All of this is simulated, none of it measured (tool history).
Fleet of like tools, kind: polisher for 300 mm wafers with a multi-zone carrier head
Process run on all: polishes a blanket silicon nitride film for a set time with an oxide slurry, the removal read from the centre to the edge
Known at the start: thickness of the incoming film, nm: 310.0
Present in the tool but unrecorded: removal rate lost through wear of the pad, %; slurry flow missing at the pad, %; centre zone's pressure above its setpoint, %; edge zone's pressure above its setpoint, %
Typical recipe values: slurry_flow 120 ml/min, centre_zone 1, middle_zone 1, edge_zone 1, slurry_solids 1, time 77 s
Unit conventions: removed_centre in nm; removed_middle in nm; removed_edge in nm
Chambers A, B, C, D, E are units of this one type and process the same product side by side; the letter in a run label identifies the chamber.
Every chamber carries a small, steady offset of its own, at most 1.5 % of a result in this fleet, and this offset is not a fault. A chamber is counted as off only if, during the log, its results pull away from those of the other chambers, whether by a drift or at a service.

run   hour  slurry_flow  centre_zone  middle_zone  edge_zone  slurry_solids  time  wafers polished on this pad  hours since the slurry nozzle was cleaned  hours since the centre zone pressure was calibrated  hours since the edge zone pressure was calibrated  removed_centre  removed_middle  removed_edge
 1A    6.8          120            1            1          1              1    77                         1314                                      163.8                                                314.8                                              978.4          41.101          40.457            40
       8.2  -- chamber C: slurry nozzle cleaned
 2C   13.3          120            1            1          1              1    77                          684                                        5.2                                                311.5                                              567.5          41.265          39.913        41.094
      13.6  -- chamber A: worn pad replaced by a new one
      18.8  -- chamber E: worn pad replaced by a new one
      21.5  -- chamber C: worn pad replaced by a new one
 3E   21.6          120            1            1          1              1    77                           36                                       31.3                                                881.9                                              216.1          41.414          39.955        40.456
 4D     30          120            1            1          1              1    77                          509                                      277.1                                                369.9                                              236.4          40.445          40.512        40.134
 5B     39          120            1            1          1              1    77                          846                                        207                                                537.3                                              281.7          40.897          41.675        41.474
      39.1  -- chamber B: worn pad replaced by a new one
 6A     47          120            1            1          1              1    77                          430                                        204                                                  355                                             1018.6          40.336          40.559        40.449
 7E     57          120            1            1          1              1    77                          492                                       66.7                                                917.3                                              251.5          41.093          40.393        40.784
 8D   65.5          120            1            1          1              1    77                          966                                      312.6                                                405.4                                              271.9          40.486          40.804        40.092
 9B   74.4          120            1            1          1              1    77                          454                                      242.4                                                572.7                                              317.1          41.375          40.381        40.419
10C   81.1          120            1            1          1              1    77                          767                                         73                                                379.3                                              635.3          41.248          41.129        40.469
      82.2  -- chamber B: centre zone pressure recalibrated
      85.2  -- chamber D: worn pad replaced by a new one
      86.8  -- chamber C: worn pad replaced by a new one
11D   89.6          120            1            1          1              1    77                           57                                      336.7                                                429.5                                                296          41.023          40.196        40.171
12B   97.8          120            1            1          1              1    77                          755                                      265.8                                                 15.6                                              340.5          41.271          40.813        40.813
      99.6  -- chamber D: centre zone pressure recalibrated
     101.8  -- chamber E: worn pad replaced by a new one
       103  -- chamber B: slurry nozzle cleaned
     104.9  -- chamber B: worn pad replaced by a new one
       105  -- chamber A: centre zone pressure recalibrated
13C  105.7          120            1            1          1              1    77                          243                                       97.6                                                403.9                                              659.9          40.417          41.992        40.986
14A  112.9          120            1            1          1              1    77                         1278                                      269.9                                                    8                                             1084.5          40.234          40.105        39.995
15E    121          120            1            1          1              1    77                          248                                      130.7                                                981.3                                              315.5          41.159          39.603        40.265
16A  126.9          120            1            1          1              1    77                         1458                                      283.9                                                   22                                             1098.5          39.597           40.46        40.109
     133.3  -- chamber A: worn pad replaced by a new one
17E  133.5          120            1            1          1              1    77                          408                                      143.2                                                993.8                                                328            40.8          40.618        40.615
     138.5  -- chamber D: slurry nozzle cleaned
18B  139.7          120            1            1          1              1    77                          449                                       36.8                                                 57.5                                              382.4          41.252          41.234        41.267
19C  145.4          120            1            1          1              1    77                          754                                      137.3                                                443.6                                              699.6           41.21          41.255        40.191
     148.8  -- chamber C: worn pad replaced by a new one
20D  155.4          120            1            1          1              1    77                          904                                       16.9                                                 55.9                                              361.8          41.038          40.439        40.646
21B  164.6          120            1            1          1              1    77                          769                                       61.7                                                 82.4                                              407.3          40.979          41.836        41.127
       167  -- chamber B: worn pad replaced by a new one
22C  174.4          120            1            1          1              1    77                          329                                      166.3                                                472.6                                              728.6          40.773          40.923        40.649
     176.9  -- chamber D: worn pad replaced by a new one
23D    182          120            1            1          1              1    77                           66                                       43.5                                                 82.5                                              388.4           40.61          40.733        40.059
24A  188.7          120            1            1          1              1    77                          714                                      345.7                                                 83.8                                             1160.3           40.06          39.392        40.025
     194.1  -- chamber E: worn pad replaced by a new one
25E  196.9          120            1            1          1              1    77                           36                                      206.6                                               1057.2                                              391.4          41.059          39.858        40.442
     203.1  -- chamber C: worn pad replaced by a new one
26B  205.9          120            1            1          1              1    77                          501                                        103                                                123.7                                              448.6          41.356           40.87        40.684
     207.8  -- chamber E: edge zone pressure recalibrated
27C  211.1          120            1            1          1              1    77                          103                                        203                                                509.3                                              765.3          40.947          40.684        40.644
28E    216          120            1            1          1              1    77                          282                                      225.7                                               1076.3                                                8.2          40.544          39.651        41.232
29A  222.7          120            1            1          1              1    77                         1152                                      379.7                                                117.8                                             1194.3          39.235          39.729        38.905
     223.4  -- chamber B: worn pad replaced by a new one
30D  230.2          120            1            1          1              1    77                          686                                       91.7                                                130.7                                              436.6          40.152          40.963        39.905
31C  236.5          120            1            1          1              1    77                          430                                      228.4                                                534.7                                              790.7          41.484          40.453        40.928
32D  241.1          120            1            1          1              1    77                          827                                      102.6                                                141.6                                              447.5          41.023          40.098        40.621
33E  250.4          120            1            1          1              1    77                          725                                      260.1                                               1110.7                                               42.6          40.753          40.306        40.384
     253.6  -- chamber A: worn pad replaced by a new one
     254.2  -- chamber C: worn pad replaced by a new one
34A  256.6          120            1            1          1              1    77                           39                                      413.6                                                151.7                                             1228.2          38.708          38.794        38.643
35B  264.1          120            1            1          1              1    77                          524                                      161.2                                                181.9                                              506.8          41.425          41.198        40.821
36A  270.5          120            1            1          1              1    77                          218                                      427.5                                                165.6                                             1242.1          38.171          38.264        39.298
     273.7  -- chamber E: slurry nozzle cleaned
     278.5  -- chamber B: worn pad replaced by a new one
37E  280.2          120            1            1          1              1    77                         1109                                        6.5                                               1140.5                                               72.4          41.413          40.876        41.203
38C  288.7          120            1            1          1              1    77                          444                                      280.6                                                586.9                                              842.9          41.163          41.081         40.59
39B  296.1          120            1            1          1              1    77                          227                                      193.2                                                213.9                                              538.8          42.056          41.044        41.123

Each of the 5 chambers runs these same settings next. Fill in every chamber's results:
40A  303.4          120            1            1          1              1    77                                                                                                                                                                                               ?               ?             ?
40B  303.4          120            1            1          1              1    77                                                                                                                                                                                               ?               ?             ?
40C  303.4          120            1            1          1              1    77                                                                                                                                                                                               ?               ?             ?
40D  303.4          120            1            1          1              1    77                                                                                                                                                                                               ?               ?             ?
40E  303.4          120            1            1          1              1    77                                                                                                                                                                                               ?               ?             ?

run  removed_centre  removed_middle  removed_edge
40A          37.372          37.491        38.463
40B          41.016          41.302        41.539
40C          41.072          40.689         40.81
40D          41.156          40.697        40.142
40E          40.761          41.224        40.858
